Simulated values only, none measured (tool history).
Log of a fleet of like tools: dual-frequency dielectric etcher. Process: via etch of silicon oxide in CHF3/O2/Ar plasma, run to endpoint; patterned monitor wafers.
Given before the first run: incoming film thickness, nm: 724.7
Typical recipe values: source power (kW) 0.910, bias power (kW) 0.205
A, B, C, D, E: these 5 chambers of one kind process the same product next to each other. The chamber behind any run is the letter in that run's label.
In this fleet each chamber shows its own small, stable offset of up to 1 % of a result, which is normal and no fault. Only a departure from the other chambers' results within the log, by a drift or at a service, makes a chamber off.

run   hour  source power (kW)  bias power (kW)  endpoint time (s)
 1B    4.6              0.910            0.205             297.15
 2C    8.8              0.910            0.205             303.27
 3A   13.1              0.910            0.205             299.72
 4E   16.9              0.910            0.205             298.01
 5D   20.0              0.800            0.169             329.32
      20.5  -- chamber A: bias power generator calibrated
 6D   23.3              0.800            0.169             332.81
 7E   27.8              0.800            0.169             334.48
 8B   30.5              0.800            0.169             330.65
 9A   34.3              0.800            0.169             333.79
10C   37.4              0.910            0.205             302.49
11D   40.6              0.910            0.205             297.70
      42.6  -- chamber E: source power generator calibrated
12E   44.7              0.910            0.205             302.77
13C   48.0              0.910            0.205             301.88
14A   51.7              1.080            0.167             300.65
15B   55.2              1.080            0.167             295.78
16B   58.7              1.080            0.167             297.33
17C   61.2              1.080            0.167             301.97
18A   64.1              1.080            0.167             301.09
19E   68.7              0.910            0.205             301.44
20D   70.9              0.910            0.205             294.13
21A   75.2              0.910            0.205             300.60
      75.4  -- chamber E: wet clean of the chamber
22D   78.5              0.910            0.205             294.63
23C   82.6              0.780            0.205             315.36
24E   86.5              0.780            0.205             319.18
25B   90.1              0.780            0.205             315.23
26C   94.8              0.780            0.205             317.61
27B   98.3              0.780            0.205             314.13
28A  101.0              0.910            0.205             300.14
29E  104.5              0.910            0.205             298.28
     106.3  -- chamber A: source power generator calibrated
30D  109.1              0.910            0.205             291.80
31D  113.7              0.910            0.205             288.01
32B  117.6              0.910            0.205             293.73
33E  122.5              0.910            0.205             301.42
34A  125.6              0.910            0.205             301.91
35C  130.2              0.910            0.205             302.93
36E  132.4              0.910            0.205             299.53
37B  134.7              1.080            0.205             278.58
38C  138.6              1.080            0.205             280.73
39A  141.9              1.080            0.205             281.01

The same settings go to every chamber for the next run, one line per chamber below. Forecast the results for each:
40A  145.5              0.910            0.176                  ?
40B  145.5              0.910            0.176                  ?
40C  145.5              0.910            0.176                  ?
40D  145.5              0.910            0.176                  ?
40E  145.5              0.910            0.176                  ?

run  endpoint time (s)
40A             313.92
40B             311.29
40C             315.04
40D             301.30
40E             317.94
